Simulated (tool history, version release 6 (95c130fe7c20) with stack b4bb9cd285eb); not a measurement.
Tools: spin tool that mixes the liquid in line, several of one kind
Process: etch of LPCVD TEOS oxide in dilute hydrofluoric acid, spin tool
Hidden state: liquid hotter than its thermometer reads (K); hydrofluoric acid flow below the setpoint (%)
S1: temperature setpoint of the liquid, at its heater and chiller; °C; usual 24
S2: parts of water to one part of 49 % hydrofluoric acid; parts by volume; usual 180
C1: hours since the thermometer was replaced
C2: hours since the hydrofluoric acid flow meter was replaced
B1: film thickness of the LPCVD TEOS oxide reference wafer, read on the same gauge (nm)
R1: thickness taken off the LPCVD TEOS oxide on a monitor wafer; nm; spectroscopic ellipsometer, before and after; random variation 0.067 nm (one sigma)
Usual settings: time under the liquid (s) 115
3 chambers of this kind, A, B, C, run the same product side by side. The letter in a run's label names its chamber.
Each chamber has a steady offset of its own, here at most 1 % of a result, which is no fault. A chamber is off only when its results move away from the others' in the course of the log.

{"run": "1C", "hour": 11.8, "S1": 24, "S2": 180, "time under the liquid (s)": 115, "C1": 432.1, "C2": 1255, "B1": 80.026, "R1": 10.211}
{"run": "2B", "hour": 21.9, "S1": 24, "S2": 180, "time under the liquid (s)": 115, "C1": 253.1, "C2": 391, "B1": 80.01, "R1": 10.228}
{"hour": 24.0, "done": "chamber C: thermometer replaced"}
{"run": "3A", "hour": 28.7, "S1": 24, "S2": 180, "time under the liquid (s)": 115, "C1": 66.6, "C2": 607.7, "B1": 80.001, "R1": 10.066}
{"run": "4B", "hour": 38.3, "S1": 24, "S2": 180, "time under the liquid (s)": 115, "C1": 269.5, "C2": 407.4, "B1": 80.042, "R1": 10.149}
{"hour": 41.9, "done": "chamber C: hydrofluoric acid flow meter replaced"}
{"run": "5A", "hour": 48.3, "S1": 24, "S2": 180, "time under the liquid (s)": 115, "C1": 86.2, "C2": 627.3, "B1": 80.001, "R1": 10.105}
{"run": "6C", "hour": 59.2, "S1": 24, "S2": 180, "time under the liquid (s)": 115, "C1": 35.2, "C2": 17.4, "B1": 80.006, "R1": 10.219}
{"run": "7C", "hour": 71.4, "S1": 24, "S2": 180, "time under the liquid (s)": 115, "C1": 47.4, "C2": 29.6, "B1": 79.985, "R1": 10.25}
{"run": "8B", "hour": 77.2, "S1": 24, "S2": 180, "time under the liquid (s)": 115, "C1": 308.4, "C2": 446.3, "B1": 79.989, "R1": 10.195}
{"run": "9A", "hour": 84.6, "S1": 24, "S2": 180, "time under the liquid (s)": 115, "C1": 122.5, "C2": 663.6, "B1": 80.024, "R1": 10.172}
{"run": "10B", "hour": 96.9, "S1": 24, "S2": 245, "time under the liquid (s)": 75, "C1": 328.1, "C2": 466, "B1": 80.019, "R1": 4.6396}
{"run": "11C", "hour": 102.5, "S1": 24, "S2": 245, "time under the liquid (s)": 75, "C1": 78.5, "C2": 60.7, "B1": 80.025, "R1": 4.6074}
{"run": "12A", "hour": 112.9, "S1": 24, "S2": 245, "time under the liquid (s)": 75, "C1": 150.8, "C2": 691.9, "B1": 79.977, "R1": 4.5456}
{"run": "13B", "hour": 125.1, "S1": 24, "S2": 180, "time under the liquid (s)": 115, "C1": 356.3, "C2": 494.2, "B1": 79.99, "R1": 10.597}
{"run": "14C", "hour": 135.1, "S1": 24, "S2": 180, "time under the liquid (s)": 115, "C1": 111.1, "C2": 93.3, "B1": 79.988, "R1": 10.245}
{"run": "15A", "hour": 142.6, "S1": 24, "S2": 180, "time under the liquid (s)": 115, "C1": 180.5, "C2": 721.6, "B1": 80.004, "R1": 10.128}
{"run": "16B", "hour": 151.0, "S1": 24, "S2": 180, "time under the liquid (s)": 115, "C1": 382.2, "C2": 520.1, "B1": 80, "R1": 10.8}
{"run": "17C", "hour": 162.1, "S1": 24, "S2": 180, "time under the liquid (s)": 115, "C1": 138.1, "C2": 120.3, "B1": 80.013, "R1": 10.329}
{"run": "18A", "hour": 169.3, "S1": 24, "S2": 180, "time under the liquid (s)": 115, "C1": 207.2, "C2": 748.3, "B1": 80, "R1": 10.283}
{"run": "19A", "hour": 175.2, "S1": 24, "S2": 180, "time under the liquid (s)": 115, "C1": 213.1, "C2": 754.2, "B1": 80.002, "R1": 10.101}
{"run": "20C", "hour": 182.6, "S1": 24, "S2": 180, "time under the liquid (s)": 115, "C1": 158.6, "C2": 140.8, "B1": 80.012, "R1": 10.21}
{"run": "21B", "hour": 191.2, "S1": 24, "S2": 180, "time under the liquid (s)": 115, "C1": 422.4, "C2": 560.3, "B1": 80.013, "R1": 11.125}
{"run": "22A", "hour": 202.3, "S1": 24, "S2": 180, "time under the liquid (s)": 115, "C1": 240.2, "C2": 781.3, "B1": 80.013, "R1": 10.093}

What goes on in this fleet: one chamber off, a drifting gauge, or nothing beyond the chambers' own small offsets? Name the chamber and the cause, if any.

Chamber B drifts away from the others.
Cause: liquid hotter than its thermometer reads (K) = 2.4.
The log may not tell that from: hydrofluoric acid flow above the setpoint (%).

Here are 4 candidates for chamber B's next run, each the usual settings with a change, their results left as question marks. Which one brings its results back in line with what the others give on the usual settings?
In line means no further than this from the other chambers' mean on the usual settings: R1 0.24 nm
{"run": "23B-1", "hour": 211.4, "S1": 21.5, "S2": 180, "time under the liquid (s)": 115, "R1": "?"}
{"run": "23B-2", "hour": 211.4, "S1": 23.5, "S2": 205, "time under the liquid (s)": 115, "R1": "?"}
{"run": "23B-3", "hour": 211.4, "S1": 24, "S2": 155, "time under the liquid (s)": 115, "R1": "?"}
{"run": "23B-4", "hour": 211.4, "S1": 24, "S2": 180, "time under the liquid (s)": 125, "R1": "?"}

The other chambers' mean on the usual settings: R1 10.181 nm
run=23B-1 R1=10.182
run=23B-2 R1=9.328
run=23B-3 R1=13.382
run=23B-4 R1=12.126
23B-1 brings the chamber back in line.
